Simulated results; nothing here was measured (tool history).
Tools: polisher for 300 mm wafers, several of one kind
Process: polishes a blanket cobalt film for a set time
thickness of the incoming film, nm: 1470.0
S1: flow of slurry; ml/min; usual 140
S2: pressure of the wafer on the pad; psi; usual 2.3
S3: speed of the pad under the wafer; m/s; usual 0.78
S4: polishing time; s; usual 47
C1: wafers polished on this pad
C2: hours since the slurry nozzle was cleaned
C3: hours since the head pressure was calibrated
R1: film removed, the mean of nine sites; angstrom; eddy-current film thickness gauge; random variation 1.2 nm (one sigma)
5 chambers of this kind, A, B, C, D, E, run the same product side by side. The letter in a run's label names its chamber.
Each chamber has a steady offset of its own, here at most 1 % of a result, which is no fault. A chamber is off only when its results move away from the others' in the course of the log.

run   hour   S1   S2    S3  S4    C1     C2      C3      R1
 1C   13.1  140  2.3  0.78  47   946    739   795.3  1750.8
      16.3  -- chamber D: worn pad replaced by a new one
 2A   21.9  140  2.3  0.78  47   502  174.6   103.7  1781.3
      27.9  -- chamber C: worn pad replaced by a new one
 3D   35.2  140  2.3  0.78  47   183  562.1   625.1  1763.5
      37.8  -- chamber C: slurry nozzle cleaned
 4B   44.4  140  2.3  0.78  47  1192  553.4   889.9  1753.3
      53.9  -- chamber A: worn pad replaced by a new one
 5E   55.5  140  2.3  0.78  47   626  141.4   852.4  1771.6
 6A   63.8  140  2.3  0.78  47    96  216.5   145.6  1773.9
      69.4  -- chamber B: worn pad replaced by a new one
 7E   74.4  140  2.3  0.78  47   809  160.3   871.3  1790.9
 8C   82.2  140  1.5  0.92  47   526   44.4   864.4  1342.7
 9B   90.4  140  1.5  0.92  47   204  599.4   935.9    1370
10D  101.7  140  1.5  0.92  47   826  628.6   691.6  1371.9
     112.3  -- chamber D: worn pad replaced by a new one
11E  115.6  140  1.5  0.92  47  1207  201.5   912.5  1367.2
12A  123.2  140  1.5  0.92  47   671  275.9     205    1377
13B  130.1  140  2.3  0.78  47   588  639.1   975.6  1758.4
     130.5  -- chamber E: worn pad replaced by a new one
     137.3  -- chamber C: worn pad replaced by a new one
       138  -- chamber A: worn pad replaced by a new one
14D  138.6  140  2.3  0.78  47   254  665.5   728.5  1757.8
     147.7  -- chamber B: slurry nozzle cleaned
15C  152.2  140  2.3  0.78  47   144  114.4   934.4    1780
16C  162.4  140  2.3  0.52  47   243  124.6   944.6  1179.2
     172.2  -- chamber E: slurry nozzle cleaned
17B  173.8  140  2.3  0.52  47  1011   26.1  1019.3  1169.5
18A  182.4  140  2.3  0.52  47   429  335.1   264.2  1174.8
       187  -- chamber D: slurry nozzle cleaned
     188.8  -- chamber D: worn pad replaced by a new one
19E  189.8  140  2.3  0.52  47   574   17.6   986.7  1188.6
     201.2  -- chamber B: head pressure recalibrated
20D    204  140  2.3  0.52  47   147     17   793.9  1167.8
21A  211.5  140  2.3  0.78  47   711  364.2   293.3  1773.5
     218.9  -- chamber A: worn pad replaced by a new one
22D  219.1  140  2.3  0.78  47   293   32.1     809    1789
     228.5  -- chamber B: worn pad replaced by a new one
23C  231.7  140  2.3  0.78  47   914  193.9  1013.9  1769.2
24B  242.4  140  2.3  0.78  47   135   94.7    41.3  1900.2
     242.8  -- chamber C: worn pad replaced by a new one
     245.4  -- chamber E: worn pad replaced by a new one
25E  249.3  140  2.3  0.78  47    38   77.1  1046.2  1777.7
26D  261.3  140  2.3  0.78  47   702   74.3   851.2  1755.3
     264.8  -- chamber D: worn pad replaced by a new one
27B  272.2  140  2.3  0.78  47   423  124.5    71.1  1920.5
28A    283  165  2.6  0.78  47   620  435.7   364.8  2055.5
29C  293.8  165  2.6  0.78  47   494    256    1076  2047.8
     304.6  -- chamber A: worn pad replaced by a new one
30E  307.5  165  2.6  0.78  47   602  135.3  1104.4  2041.8
31E  320.7  165  2.6  0.78  47   730  148.5  1117.6  2061.9
32C  333.8  165  2.6  0.78  47   881    296    1116  2045.7
       334  -- chamber C: head pressure recalibrated
33B  345.1   95  1.6  0.78  47  1129  197.4     144  1207.7
     347.5  -- chamber C: worn pad replaced by a new one
     351.6  -- chamber E: head pressure recalibrated
     354.7  -- chamber D: worn pad replaced by a new one
34A  354.8   95  1.6  0.78  47   486  507.5   436.6    1147
35D  366.9   95  1.6  0.78  47   118  179.9   956.8  1120.6
36E    376   95  1.6  0.78  47  1265  203.8    24.4  1131.6
     376.6  -- chamber E: worn pad replaced by a new one
37D  384.8   95  1.6  0.78  47   291  197.8   974.7  1134.2
     388.2  -- chamber A: worn pad replaced by a new one
38A  397.1  140  2.3  0.78  47    86  549.8   478.9  1768.8
     401.2  -- chamber B: worn pad replaced by a new one
39B  404.7  140  2.3  0.78  47    34    257   203.6  1899.8
     407.5  -- chamber E: slurry nozzle cleaned
40C  412.8  120  2.3  0.78  55   633    375    78.9  2003.8
41E  425.5  120  2.3  0.78  55   473   18.1    73.9  2004.7

What goes on in this fleet: one chamber off, a drifting gauge, or nothing beyond the chambers' own small offsets? Name the chamber and the cause, if any.

A service left chamber B off against the others.
Cause: head's pressure above its setpoint, % = 7.31.

Here are 4 candidates for chamber B's next run, each the usual settings with a change, their results left as question marks. Which one brings its results back in line with what the others give on the usual settings?
In line means no further than this from the other chambers' mean on the usual settings: R1 41 angstrom
42B-1  435.7  145  2.3  0.78  53               ?
42B-2  435.7  140  2.3  0.84  47               ?
42B-3  435.7  140  2.3  0.76  45               ?
42B-4  435.7  140    2  0.78  47               ?

The other chambers' mean on the usual settings: R1 1769.9 angstrom
  run      R1
42B-1  2164.8
42B-2  2054.5
42B-3  1779.3
42B-4  1657.8
42B-3 brings the chamber back in line.

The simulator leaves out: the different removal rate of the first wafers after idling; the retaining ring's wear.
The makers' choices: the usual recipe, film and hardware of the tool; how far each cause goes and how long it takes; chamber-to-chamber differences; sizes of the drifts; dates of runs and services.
